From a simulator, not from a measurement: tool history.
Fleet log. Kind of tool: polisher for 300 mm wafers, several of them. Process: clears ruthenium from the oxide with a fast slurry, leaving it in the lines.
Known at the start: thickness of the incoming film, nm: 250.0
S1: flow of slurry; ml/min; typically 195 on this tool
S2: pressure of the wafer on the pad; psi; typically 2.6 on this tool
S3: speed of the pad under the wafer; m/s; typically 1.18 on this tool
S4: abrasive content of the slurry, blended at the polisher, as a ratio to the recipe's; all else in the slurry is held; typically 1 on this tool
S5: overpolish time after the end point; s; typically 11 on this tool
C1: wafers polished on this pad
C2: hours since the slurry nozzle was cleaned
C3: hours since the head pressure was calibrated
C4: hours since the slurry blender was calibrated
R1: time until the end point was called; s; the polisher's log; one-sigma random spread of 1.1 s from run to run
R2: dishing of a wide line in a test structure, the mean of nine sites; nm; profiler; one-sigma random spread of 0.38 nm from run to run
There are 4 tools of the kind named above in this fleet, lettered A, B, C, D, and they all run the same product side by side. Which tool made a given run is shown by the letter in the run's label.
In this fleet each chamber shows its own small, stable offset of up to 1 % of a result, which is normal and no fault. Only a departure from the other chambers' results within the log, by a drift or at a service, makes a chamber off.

run	hour	S1	S2	S3	S4	S5	C1	C2	C3	C4	R1	R2
# hour 1.6: chamber A: worn pad replaced by a new one
1A	2.4	195	2.6	1.18	1	11	6	505.1	459.1	9.1	59.572	24.477
2D	5.2	195	2.6	1.18	1	11	154	102.3	638.4	195.9	61.164	24.563
3C	10.3	195	2.6	1.18	1	11	274	453.5	1009.3	176.7	58.334	24.689
4B	13.0	195	2.6	1.18	1	11	758	349.7	457.4	150.2	60.351	24.253
5A	15.7	195	2.6	1.18	1	11	111	518.4	472.4	22.4	59.624	24.710
6C	19.9	195	2.6	1.18	1	11	350	463.1	1018.9	186.3	58.523	24.368
7B	23.5	195	2.6	1.18	1	11	841	360.2	467.9	160.7	60.638	24.172
8D	28.1	195	2.6	1.18	1	11	334	125.2	661.3	218.8	59.818	25.019
9A	32.1	195	2.6	1.18	1	7	240	534.8	488.8	38.8	59.298	18.264
10C	35.8	195	2.6	1.18	1	7	475	479.0	1034.8	202.2	56.987	18.199
11B	41.0	195	2.6	1.18	1	7	979	377.7	485.4	178.2	60.877	18.210
12D	46.2	195	2.6	1.18	1	7	477	143.3	679.4	236.9	58.920	18.724
13C	48.8	195	2.6	1.18	1	11	577	492.0	1047.8	215.2	60.791	24.497
14A	52.2	195	2.6	1.18	1	11	399	554.9	508.9	58.9	59.415	24.843
15B	56.4	195	2.6	1.18	1	11	1100	393.1	500.8	193.6	61.134	23.844
16D	59.2	195	2.6	1.18	1	11	579	156.3	692.4	249.9	59.986	23.894
# hour 59.3: chamber B: slurry blender recalibrated
17B	62.2	195	2.6	1.06	1	11	1146	398.9	506.6	2.9	65.628	23.268
# hour 63.3: chamber D: worn pad replaced by a new one
# hour 63.9: chamber D: slurry blender recalibrated
18C	65.2	195	2.6	1.06	1	11	706	508.4	1064.2	231.6	71.761	21.548
19D	68.1	195	2.6	1.06	1	11	38	165.2	701.3	4.2	64.258	23.822
20A	71.2	195	2.6	1.06	1	11	548	573.9	527.9	77.9	65.627	23.115
# hour 73.7: chamber B: worn pad replaced by a new one
21D	74.8	195	2.6	1.18	1	11	91	171.9	708.0	10.9	57.916	24.575
22B	77.3	195	2.6	1.18	1	11	29	414.0	521.7	18.0	59.705	23.654
23A	81.3	195	2.6	1.18	1	11	628	584.0	538.0	88.0	58.955	24.332
24C	84.1	195	2.0	1.18	1	11	855	527.3	1083.1	250.5	85.031	19.330
25B	86.5	195	2.0	1.18	1	11	101	423.2	530.9	27.2	76.235	20.990

Predict what each chamber gives when all 4 of them run the settings below next.
26A	90.3	195	2.6	1.18	1	11					?	?
26B	90.3	195	2.6	1.18	1	11					?	?
26C	90.3	195	2.6	1.18	1	11					?	?
26D	90.3	195	2.6	1.18	1	11					?	?

run	R1	R2
26A	59.903	24.389
26B	58.737	23.640
26C	67.319	23.156
26D	58.738	24.947
